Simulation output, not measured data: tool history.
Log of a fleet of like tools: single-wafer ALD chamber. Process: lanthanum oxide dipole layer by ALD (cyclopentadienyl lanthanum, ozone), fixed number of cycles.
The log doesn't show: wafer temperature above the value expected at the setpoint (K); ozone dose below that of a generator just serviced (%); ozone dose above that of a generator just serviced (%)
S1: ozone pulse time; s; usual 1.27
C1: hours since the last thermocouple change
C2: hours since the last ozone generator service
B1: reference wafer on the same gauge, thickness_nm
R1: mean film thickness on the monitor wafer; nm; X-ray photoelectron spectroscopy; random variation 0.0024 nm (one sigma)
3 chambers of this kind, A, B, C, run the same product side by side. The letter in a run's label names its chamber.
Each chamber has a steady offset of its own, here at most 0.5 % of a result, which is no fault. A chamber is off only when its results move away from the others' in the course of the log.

run	hour	S1	C1	C2	B1	R1
1C	9.9	1.27	2195.0	581.6	0.48652	0.53283
2B	16.6	1.27	791.4	700.7	0.48668	0.53298
3A	24.5	1.27	843.4	1536.3	0.48694	0.53227
4C	31.0	1.27	2216.1	602.7	0.48707	0.53094
5B	36.9	1.27	811.7	721.0	0.48795	0.52987
6A	43.2	1.27	862.1	1555.0	0.48686	0.53034
7C	52.5	1.27	2237.6	624.2	0.48691	0.52814
8B	57.1	1.27	831.9	741.2	0.48691	0.53171
# hour 62.2: chamber A: thermocouple changed; heater temperature recalibrated
9A	65.6	1.05	3.4	1577.4	0.48674	0.50146
10A	71.3	1.05	9.1	1583.1	0.48745	0.50415
11C	75.7	1.05	2260.8	647.4	0.48729	0.50717
12B	85.9	1.27	860.7	770.0	0.48708	0.53225
13A	95.3	1.69	33.1	1607.1	0.48703	0.55530
14C	103.5	1.69	2288.6	675.2	0.48722	0.55704
15B	111.3	1.69	886.1	795.4	0.48710	0.55652
16C	118.3	1.27	2303.4	690.0	0.48689	0.52958
17A	123.4	1.27	61.2	1635.2	0.48676	0.52381
18B	128.3	1.27	903.1	812.4	0.48695	0.53162
19C	133.8	1.27	2318.9	705.5	0.48716	0.52980
20A	143.4	1.27	81.2	1655.2	0.48676	0.52976
21B	148.2	1.27	923.0	832.3	0.48697	0.53186
22A	156.0	1.27	93.8	1667.8	0.48726	0.53163
23B	164.1	1.27	938.9	848.2	0.48706	0.53288
24C	170.5	1.27	2355.6	742.2	0.48699	0.53349
25A	179.9	1.27	117.7	1691.7	0.48760	0.52925
26C	189.7	1.27	2374.8	761.4	0.48672	0.53095
27B	194.5	1.27	969.3	878.6	0.48685	0.53221
28A	199.8	0.86	137.6	1711.6	0.48769	0.47150
29C	208.3	0.86	2393.4	780.0	0.48712	0.47101
30B	218.2	0.86	993.0	902.3	0.48670	0.47264
31C	224.5	1.27	2409.6	796.2	0.48724	0.52934
32A	232.4	1.27	170.2	1744.2	0.48667	0.53121
33B	237.0	1.71	1011.8	921.1	0.48667	0.55599
34C	242.6	1.71	2427.7	814.3	0.48691	0.55596
35B	249.8	1.71	1024.6	933.9	0.48772	0.56006
36A	256.8	1.27	194.6	1768.6	0.48687	0.53271
37A	262.7	1.27	200.5	1774.5	0.48673	0.52919
38B	272.6	1.27	1047.4	956.7	0.48628	0.53026
39C	282.7	1.27	2467.8	854.4	0.48677	0.53180

What goes on in this fleet: one chamber off, a drifting gauge, or nothing beyond the chambers' own small offsets? Name the chamber and the cause, if any.

No chamber stands off beyond its own small offset, and the gauge holds steady.
